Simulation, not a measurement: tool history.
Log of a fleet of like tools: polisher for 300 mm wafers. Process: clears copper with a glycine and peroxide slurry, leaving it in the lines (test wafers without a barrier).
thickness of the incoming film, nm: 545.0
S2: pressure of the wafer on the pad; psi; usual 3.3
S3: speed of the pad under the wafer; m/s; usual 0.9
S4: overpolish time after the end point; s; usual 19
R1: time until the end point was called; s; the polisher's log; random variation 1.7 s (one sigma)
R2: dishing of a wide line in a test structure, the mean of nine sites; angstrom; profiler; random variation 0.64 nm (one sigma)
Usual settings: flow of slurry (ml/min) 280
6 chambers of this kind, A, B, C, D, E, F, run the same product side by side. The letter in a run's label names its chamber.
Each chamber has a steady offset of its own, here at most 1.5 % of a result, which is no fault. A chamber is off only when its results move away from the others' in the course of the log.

At hour 1.9: chamber D: worn pad replaced by a new one.
Run 1E, hour 14.4: usual settings. Result: R1 103.57 s, R2 363.66 angstrom.
At hour 17.8: chamber B: worn pad replaced by a new one.
Run 2C, hour 28.7: usual settings. Result: R1 102.28 s, R2 356.61 angstrom.
At hour 35.5: chamber D: slurry nozzle cleaned.
At hour 40.7: chamber F: worn pad replaced by a new one.
Run 3D, hour 43.0: usual settings. Result: R1 106.67 s, R2 372.40 angstrom.
At hour 55.1: chamber A: worn pad replaced by a new one.
At hour 55.8: chamber E: slurry nozzle cleaned.
Run 4B, hour 57.7: usual settings. Result: R1 104.55 s, R2 358.03 angstrom.
At hour 60.1: chamber C: worn pad replaced by a new one.
Run 5F, hour 71.8: usual settings. Result: R1 105.80 s, R2 346.64 angstrom.
Run 6A, hour 79.6: usual settings. Result: R1 103.74 s, R2 366.34 angstrom.
Run 7E, hour 90.2: usual settings. Result: R1 104.79 s, R2 354.68 angstrom.
Run 8F, hour 100.3: usual settings. Result: R1 105.19 s, R2 356.81 angstrom.
At hour 105.3: chamber F: slurry nozzle cleaned.
At hour 106.6: chamber B: worn pad replaced by a new one.
Run 9C, hour 106.8: usual settings. Result: R1 104.85 s, R2 368.94 angstrom.
At hour 115.8: chamber D: worn pad replaced by a new one.
Run 10A, hour 116.0: usual settings. Result: R1 104.73 s, R2 368.43 angstrom.
At hour 121.8: chamber C: head pressure recalibrated.
Run 11B, hour 128.0: usual settings but flow of slurry (ml/min) 250. Result: R1 103.25 s, R2 353.33 angstrom.
At hour 134.0: chamber F: worn pad replaced by a new one.
At hour 139.1: chamber A: worn pad replaced by a new one.
Run 12D, hour 142.1: usual settings but flow of slurry (ml/min) 250. Result: R1 105.19 s, R2 372.50 angstrom.
Run 13B, hour 149.3: usual settings but flow of slurry (ml/min) 250. Result: R1 106.02 s, R2 366.25 angstrom.
Run 14E, hour 162.3: usual settings but flow of slurry (ml/min) 250. Result: R1 107.10 s, R2 370.14 angstrom.
At hour 169.0: chamber F: head pressure recalibrated.
At hour 169.9: chamber E: worn pad replaced by a new one.
Run 15C, hour 175.1: usual settings but flow of slurry (ml/min) 250. Result: R1 108.84 s, R2 364.66 angstrom.
Run 16F, hour 187.4: usual settings but flow of slurry (ml/min) 250. Result: R1 108.05 s, R2 366.09 angstrom.
At hour 191.4: chamber B: worn pad replaced by a new one.
At hour 199.4: chamber C: worn pad replaced by a new one.
Run 17A, hour 202.1: usual settings. Result: R1 105.17 s, R2 367.63 angstrom.
At hour 205.5: chamber D: worn pad replaced by a new one.
Run 18D, hour 210.6: usual settings but flow of slurry (ml/min) 315, S2 2.3 psi. Result: R1 135.06 s, R2 337.28 angstrom.
Run 19D, hour 218.9: usual settings but flow of slurry (ml/min) 315, S2 2.3 psi. Result: R1 137.34 s, R2 342.11 angstrom.
At hour 219.0: chamber A: worn pad replaced by a new one.
Run 20B, hour 232.6: usual settings but flow of slurry (ml/min) 315, S2 2.3 psi. Result: R1 139.77 s, R2 336.10 angstrom.
At hour 233.5: chamber F: worn pad replaced by a new one.
Run 21F, hour 246.2: usual settings but flow of slurry (ml/min) 315, S2 2.3 psi. Result: R1 139.19 s, R2 325.25 angstrom.
Run 22C, hour 256.4: usual settings but flow of slurry (ml/min) 315, S2 2.3 psi. Result: R1 136.74 s, R2 331.70 angstrom.
At hour 262.4: chamber A: head pressure recalibrated.
At hour 269.9: chamber B: worn pad replaced by a new one.
Run 23E, hour 270.7: usual settings but flow of slurry (ml/min) 315, S2 2.3 psi. Result: R1 137.20 s, R2 340.47 angstrom.
Run 24A, hour 279.8: usual settings. Result: R1 103.84 s, R2 369.14 angstrom.
At hour 283.5: chamber F: slurry nozzle cleaned.
At hour 289.9: chamber D: worn pad replaced by a new one.
Run 25A, hour 293.6: usual settings. Result: R1 102.80 s, R2 363.29 angstrom.
At hour 302.0: chamber E: worn pad replaced by a new one.
Run 26C, hour 303.7: usual settings. Result: R1 103.26 s, R2 352.68 angstrom.
At hour 306.4: chamber A: worn pad replaced by a new one.
Run 27B, hour 311.2: usual settings. Result: R1 106.92 s, R2 364.04 angstrom.
At hour 312.8: chamber F: worn pad replaced by a new one.
Run 28F, hour 318.9: usual settings. Result: R1 106.03 s, R2 364.23 angstrom.
At hour 324.3: chamber E: head pressure recalibrated.
Run 29D, hour 331.4: usual settings. Result: R1 104.63 s, R2 358.96 angstrom.
Run 30E, hour 343.1: usual settings. Result: R1 103.12 s, R2 356.75 angstrom.
At hour 346.5: chamber B: worn pad replaced by a new one.
At hour 349.0: chamber C: worn pad replaced by a new one.
Run 31C, hour 352.2: usual settings. Result: R1 103.72 s, R2 375.14 angstrom.
Run 32B, hour 359.0: usual settings. Result: R1 104.41 s, R2 358.61 angstrom.
Run 33F, hour 370.7: usual settings. Result: R1 105.58 s, R2 361.11 angstrom.
Run 34E, hour 384.3: usual settings. Result: R1 106.38 s, R2 364.74 angstrom.
At hour 389.1: chamber B: head pressure recalibrated.
At hour 390.8: chamber F: worn pad replaced by a new one.
Run 35D, hour 392.6: usual settings. Result: R1 106.41 s, R2 360.72 angstrom.
At hour 403.8: chamber D: worn pad replaced by a new one.
Run 36A, hour 405.7: usual settings. Result: R1 108.20 s, R2 369.39 angstrom.
Run 37D, hour 419.9: usual settings. Result: R1 104.43 s, R2 374.21 angstrom.
Run 38C, hour 429.7: usual settings. Result: R1 102.89 s, R2 366.07 angstrom.
Run 39B, hour 440.0: usual settings. Result: R1 104.88 s, R2 362.71 angstrom.
Run 40F, hour 448.8: usual settings. Result: R1 103.68 s, R2 356.46 angstrom.

Is one chamber off against the others, does the gauge drift, or is nothing wrong? If a chamber is off, say which, and what the likeliest cause is.

No chamber stands off beyond its own small offset, and the gauge holds steady.
